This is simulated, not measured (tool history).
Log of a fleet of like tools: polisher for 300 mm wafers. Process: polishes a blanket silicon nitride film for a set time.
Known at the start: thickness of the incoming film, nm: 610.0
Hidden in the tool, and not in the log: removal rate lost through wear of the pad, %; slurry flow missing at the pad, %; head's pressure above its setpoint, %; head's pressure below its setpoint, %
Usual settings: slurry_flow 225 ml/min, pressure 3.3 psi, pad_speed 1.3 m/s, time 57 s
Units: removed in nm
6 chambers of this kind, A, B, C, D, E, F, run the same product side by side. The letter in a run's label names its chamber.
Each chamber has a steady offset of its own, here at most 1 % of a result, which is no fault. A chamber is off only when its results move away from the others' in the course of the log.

| run | day | slurry_flow | pressure | pad_speed | time | wafers polished on this pad | hours since the slurry nozzle was cleaned | hours since the head pressure was calibrated | removed |
|---|---|---|---|---|---|---|---|---|---|
|  | 0.229 | chamber E: worn pad replaced by a new one |
| 1C | 0.325 | 225 | 3.3 | 1.3 | 57 | 852 | 141.9 | 244.8 | 134.88 |
|  | 0.512 | chamber A: worn pad replaced by a new one |
| 2A | 0.65 | 225 | 3.3 | 1.3 | 57 | 20 | 248.4 | 459.7 | 135.15 |
| 3E | 0.912 | 225 | 3.3 | 1.3 | 57 | 100 | 385.6 | 549.5 | 132.2 |
|  | 0.975 | chamber C: worn pad replaced by a new one |
|  | 1.196 | chamber B: worn pad replaced by a new one |
| 4F | 1.417 | 225 | 3.3 | 1.3 | 57 | 298 | 56.4 | 561.4 | 134.98 |
| 5D | 1.729 | 225 | 3.3 | 1.3 | 57 | 455 | 201.3 | 911 | 133.4 |
| 6B | 2.217 | 225 | 3.3 | 1.3 | 57 | 150 | 754.7 | 1041 | 134.91 |
| 7B | 2.504 | 225 | 3.3 | 1.3 | 41 | 192 | 761.6 | 1047.9 | 97.513 |
| 8E | 2.892 | 225 | 3.3 | 1.3 | 41 | 391 | 433.1 | 597 | 96.782 |
| 9D | 3.196 | 225 | 3.3 | 1.3 | 41 | 670 | 236.5 | 946.2 | 96.975 |
|  | 3.267 | chamber A: head pressure recalibrated |
| 10F | 3.542 | 225 | 3.3 | 1.3 | 41 | 610 | 107.4 | 612.4 | 98.081 |
| 11C | 3.883 | 225 | 3.3 | 1.3 | 41 | 427 | 227.3 | 330.2 | 97.409 |
|  | 3.983 | chamber F: worn pad replaced by a new one |
| 12A | 4.188 | 225 | 3.3 | 1.3 | 41 | 540 | 333.3 | 22.2 | 97.569 |
|  | 4.367 | chamber D: worn pad replaced by a new one |
|  | 4.488 | chamber A: slurry nozzle cleaned |
| 13B | 4.521 | 225 | 3.3 | 1.3 | 57 | 488 | 810 | 1096.3 | 136.01 |
| 14E | 4.888 | 225 | 3.3 | 1.3 | 57 | 684 | 481 | 644.9 | 133.84 |
|  | 4.917 | chamber B: worn pad replaced by a new one |
| 15F | 5.225 | 225 | 3.3 | 1.3 | 57 | 182 | 147.8 | 652.8 | 136.43 |
| 16D | 5.658 | 225 | 3.3 | 1.3 | 41 | 189 | 295.6 | 1005.3 | 95.603 |
|  | 5.929 | chamber A: worn pad replaced by a new one |
| 17A | 6.017 | 225 | 3.3 | 1.3 | 41 | 13 | 36.8 | 66.1 | 98.556 |
|  | 6.238 | chamber B: slurry nozzle cleaned |
| 18C | 6.408 | 225 | 3.3 | 1.3 | 41 | 798 | 287.9 | 390.8 | 97.119 |
|  | 6.442 | chamber E: head pressure recalibrated |
| 19D | 6.892 | 225 | 3.3 | 1.3 | 41 | 370 | 325.2 | 1034.9 | 96.758 |
| 20E | 7.262 | 225 | 3.3 | 1.3 | 41 | 1033 | 538 | 19.7 | 97.243 |
| 21B | 7.675 | 225 | 3.3 | 1.3 | 41 | 405 | 34.5 | 1172 | 97.337 |
|  | 7.725 | chamber C: worn pad replaced by a new one |
|  | 7.738 | chamber B: head pressure recalibrated |
|  | 7.754 | chamber C: slurry nozzle cleaned |
| 22F | 8.121 | 225 | 3.3 | 1.3 | 57 | 607 | 217.3 | 722.3 | 135.16 |
|  | 8.317 | chamber B: worn pad replaced by a new one |
| 23A | 8.492 | 225 | 3.3 | 1.72 | 64 | 376 | 96.2 | 125.5 | 190.05 |
|  | 8.933 | chamber D: slurry nozzle cleaned |
| 24C | 8.988 | 225 | 3.3 | 1.72 | 64 | 185 | 29.7 | 452.7 | 189.1 |
|  | 9.004 | chamber F: worn pad replaced by a new one |
|  | 9.196 | chamber E: worn pad replaced by a new one |
| 25E | 9.25 | 225 | 3.3 | 1.72 | 64 | 8 | 585.7 | 67.4 | 190.9 |
| 26B | 9.583 | 225 | 3.3 | 1.72 | 64 | 186 | 80.3 | 44.4 | 172.63 |
| 27C | 10.004 | 225 | 3.3 | 1.72 | 64 | 335 | 54.1 | 477.1 | 191.85 |
| 28A | 10.329 | 225 | 3.3 | 1.72 | 64 | 646 | 140.3 | 169.6 | 185.29 |
|  | 10.521 | chamber D: worn pad replaced by a new one |
| 29D | 10.596 | 225 | 2.4 | 1.3 | 47 | 11 | 39.9 | 1123.8 | 80.015 |
| 30F | 11.088 | 225 | 2.4 | 1.3 | 47 | 306 | 288.5 | 793.5 | 81.655 |
| 31B | 11.475 | 225 | 2.4 | 1.3 | 47 | 463 | 125.7 | 89.8 | 73.98 |
|  | 11.492 | chamber B: worn pad replaced by a new one |
|  | 11.575 | chamber A: worn pad replaced by a new one |
| 32F | 11.967 | 225 | 2.4 | 1.3 | 47 | 435 | 309.6 | 814.6 | 81.917 |
| 33A | 12.392 | 225 | 2.4 | 1.3 | 47 | 120 | 189.8 | 219.1 | 80.756 |
|  | 12.433 | chamber F: head pressure recalibrated |
|  | 12.621 | chamber F: slurry nozzle cleaned |
| 34C | 12.738 | 225 | 2.4 | 1.3 | 47 | 736 | 119.7 | 542.7 | 81.341 |
| 35D | 13.038 | 225 | 3.3 | 1.3 | 57 | 369 | 98.5 | 1182.4 | 134.53 |
| 36E | 13.312 | 225 | 3.3 | 1.6 | 57 | 604 | 683.2 | 164.9 | 157.96 |
| 37B | 13.838 | 225 | 3.3 | 1.6 | 57 | 344 | 182.4 | 146.5 | 147.68 |
| 38E | 14.088 | 225 | 3.3 | 1.6 | 57 | 718 | 701.8 | 183.5 | 159.61 |
|  | 14.592 | chamber C: worn pad replaced by a new one |
| 39D | 14.604 | 225 | 3.3 | 1.6 | 57 | 599 | 136.1 | 1220 | 158.12 |
|  | 14.812 | chamber F: worn pad replaced by a new one |
| 40F | 14.888 | 225 | 3.3 | 1.6 | 57 | 11 | 54.5 | 59 | 160.73 |
| 41A | 15.167 | 225 | 3.3 | 1.6 | 57 | 527 | 256.4 | 285.7 | 159.67 |
| 42C | 15.625 | 225 | 3.3 | 1.3 | 57 | 152 | 189 | 612 | 136.78 |

Next, every chamber runs the same settings. What will each give?
| 43A | 15.996 | 225 | 3.3 | 1.3 | 57 |  |  |  | ? |
| 43B | 15.996 | 225 | 3.3 | 1.3 | 57 |  |  |  | ? |
| 43C | 15.996 | 225 | 3.3 | 1.3 | 57 |  |  |  | ? |
| 43D | 15.996 | 225 | 3.3 | 1.3 | 57 |  |  |  | ? |
| 43E | 15.996 | 225 | 3.3 | 1.3 | 57 |  |  |  | ? |
| 43F | 15.996 | 225 | 3.3 | 1.3 | 57 |  |  |  | ? |

| run | removed |
|---|---|
| 43A | 134.13 |
| 43B | 123.51 |
| 43C | 133.02 |
| 43D | 133.53 |
| 43E | 134.74 |
| 43F | 134.71 |

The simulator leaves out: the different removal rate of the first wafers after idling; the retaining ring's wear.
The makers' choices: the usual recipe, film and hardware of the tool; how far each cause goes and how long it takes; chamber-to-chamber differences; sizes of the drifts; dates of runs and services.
